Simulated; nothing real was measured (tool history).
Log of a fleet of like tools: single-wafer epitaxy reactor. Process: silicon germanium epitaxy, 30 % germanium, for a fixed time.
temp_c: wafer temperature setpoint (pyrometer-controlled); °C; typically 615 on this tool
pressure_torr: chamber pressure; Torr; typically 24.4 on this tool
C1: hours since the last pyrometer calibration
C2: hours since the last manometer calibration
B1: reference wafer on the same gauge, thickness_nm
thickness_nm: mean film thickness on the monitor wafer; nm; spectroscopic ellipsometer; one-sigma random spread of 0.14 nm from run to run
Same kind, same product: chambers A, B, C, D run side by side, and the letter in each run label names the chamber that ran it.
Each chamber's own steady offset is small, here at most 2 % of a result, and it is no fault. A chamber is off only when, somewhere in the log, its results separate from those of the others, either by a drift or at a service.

Run 1D, hour 8.7: usual settings; C1 1674.1; C2 1460.9; B1 86.122. Result: thickness_nm 84.051 nm.
Run 2B, hour 16.9: usual settings; C1 30.8; C2 1157.4; B1 86.132. Result: thickness_nm 84.077 nm.
Run 3A, hour 26.9: usual settings; C1 2266.2; C2 566.9; B1 86.089. Result: thickness_nm 82.403 nm.
Run 4C, hour 37.5: usual settings; C1 2753.6; C2 317.6; B1 86.155. Result: thickness_nm 84.166 nm.
Run 5A, hour 49.8: usual settings; C1 2289.1; C2 589.8; B1 86.171. Result: thickness_nm 82.342 nm.
Run 6B, hour 55.9: usual settings but temp_c 621 °C, pressure_torr 26.5 Torr; C1 69.8; C2 1196.4; B1 86.157. Result: thickness_nm 96.597 nm.
Run 7C, hour 66.8: usual settings but temp_c 621 °C, pressure_torr 26.5 Torr; C1 2782.9; C2 346.9; B1 86.215. Result: thickness_nm 96.64 nm.
Run 8D, hour 77.3: usual settings but temp_c 621 °C, pressure_torr 26.5 Torr; C1 1742.7; C2 1529.5; B1 86.174. Result: thickness_nm 96.378 nm.
Run 9C, hour 84.2: usual settings but temp_c 621 °C, pressure_torr 26.5 Torr; C1 2800.3; C2 364.3; B1 86.245. Result: thickness_nm 96.539 nm.
Run 10B, hour 93.9: usual settings; C1 107.8; C2 1234.4; B1 86.218. Result: thickness_nm 84.078 nm.
Run 11D, hour 102.8: usual settings; C1 1768.2; C2 1555; B1 86.231. Result: thickness_nm 84.192 nm.
Run 12A, hour 109.6: usual settings; C1 2348.9; C2 649.6; B1 86.273. Result: thickness_nm 82.474 nm.
Run 13B, hour 117.4: usual settings; C1 131.3; C2 1257.9; B1 86.244. Result: thickness_nm 84.256 nm.
Run 14C, hour 128.5: usual settings; C1 2844.6; C2 408.6; B1 86.281. Result: thickness_nm 84.435 nm.
Run 15A, hour 137.2: usual settings; C1 2376.5; C2 677.2; B1 86.308. Result: thickness_nm 82.315 nm.
Run 16D, hour 150.5: usual settings; C1 1815.9; C2 1602.7; B1 86.278. Result: thickness_nm 83.934 nm.
At hour 156.7: chamber A: pyrometer calibrated.
Run 17D, hour 164: usual settings but pressure_torr 28.5 Torr; C1 1829.4; C2 1616.2; B1 86.336. Result: thickness_nm 89.56 nm.
Run 18B, hour 177.9: usual settings but pressure_torr 28.5 Torr; C1 191.8; C2 1318.4; B1 86.336. Result: thickness_nm 89.55 nm.
Run 19A, hour 185.3: usual settings but pressure_torr 28.5 Torr; C1 28.6; C2 725.3; B1 86.387. Result: thickness_nm 87.804 nm.
Run 20C, hour 196.7: usual settings but pressure_torr 28.5 Torr; C1 2912.8; C2 476.8; B1 86.364. Result: thickness_nm 90.101 nm.
Run 21C, hour 203.2: usual settings; C1 2919.3; C2 483.3; B1 86.388. Result: thickness_nm 84.205 nm.
Run 22D, hour 214.8: usual settings; C1 1880.2; C2 1667; B1 86.419. Result: thickness_nm 84.116 nm.
Run 23A, hour 224: usual settings but pressure_torr 29.6 Torr; C1 67.3; C2 764; B1 86.416. Result: thickness_nm 89.295 nm.
Run 24B, hour 235.2: usual settings but pressure_torr 29.6 Torr; C1 249.1; C2 1375.7; B1 86.422. Result: thickness_nm 91.264 nm.
Run 25B, hour 244.8: usual settings but pressure_torr 29.6 Torr; C1 258.7; C2 1385.3; B1 86.484. Result: thickness_nm 91.014 nm.
Run 26A, hour 254.6: usual settings but pressure_torr 29.6 Torr; C1 97.9; C2 794.6; B1 86.489. Result: thickness_nm 88.833 nm.
Run 27C, hour 262.7: usual settings; C1 2978.8; C2 542.8; B1 86.495. Result: thickness_nm 84.357 nm.
At hour 266: chamber C: pyrometer calibrated.
Run 28D, hour 274.1: usual settings; C1 1939.5; C2 1726.3; B1 86.455. Result: thickness_nm 84.225 nm.
Run 29A, hour 285.3: usual settings; C1 128.6; C2 825.3; B1 86.514. Result: thickness_nm 82.737 nm.
Run 30D, hour 297.8: usual settings but temp_c 608 °C, pressure_torr 29.2 Torr; C1 1963.2; C2 1750; B1 86.53. Result: thickness_nm 79.641 nm.
Run 31C, hour 310.2: usual settings but temp_c 608 °C, pressure_torr 29.2 Torr; C1 44.3; C2 590.3; B1 86.561. Result: thickness_nm 80.445 nm.
Run 32B, hour 317: usual settings but temp_c 608 °C, pressure_torr 29.2 Torr; C1 330.9; C2 1457.5; B1 86.56. Result: thickness_nm 80.175 nm.
Run 33C, hour 328.8: usual settings but temp_c 608 °C, pressure_torr 29.2 Torr; C1 62.9; C2 608.9; B1 86.575. Result: thickness_nm 80.18 nm.
Run 34B, hour 342.3: usual settings; C1 356.2; C2 1482.8; B1 86.562. Result: thickness_nm 84.545 nm.
Run 35D, hour 349.7: usual settings; C1 2015.1; C2 1801.9; B1 86.593. Result: thickness_nm 84.393 nm.
Run 36A, hour 356.6: usual settings; C1 199.9; C2 896.6; B1 86.615. Result: thickness_nm 82.844 nm.
Run 37B, hour 369.9: usual settings; C1 383.8; C2 1510.4; B1 86.674. Result: thickness_nm 84.353 nm.
Run 38A, hour 383.7: usual settings but temp_c 625 °C, pressure_torr 27 Torr; C1 227; C2 923.7; B1 86.665. Result: thickness_nm 102.73 nm.
Run 39D, hour 391.1: usual settings but temp_c 625 °C, pressure_torr 27 Torr; C1 2056.5; C2 1843.3; B1 86.68. Result: thickness_nm 104.89 nm.
Run 40C, hour 400.7: usual settings but temp_c 625 °C, pressure_torr 27 Torr; C1 134.8; C2 680.8; B1 86.701. Result: thickness_nm 104.64 nm.

All 4 chambers run these settings next. Forecast each chamber's results:
Run 41A, hour 410.7: usual settings. Result: thickness_nm ?.
Run 41B, hour 410.7: usual settings. Result: thickness_nm ?.
Run 41C, hour 410.7: usual settings. Result: thickness_nm ?.
Run 41D, hour 410.7: usual settings. Result: thickness_nm ?.

run  thickness_nm
41A        82.848
41B        84.632
41C        84.753
41D        84.722
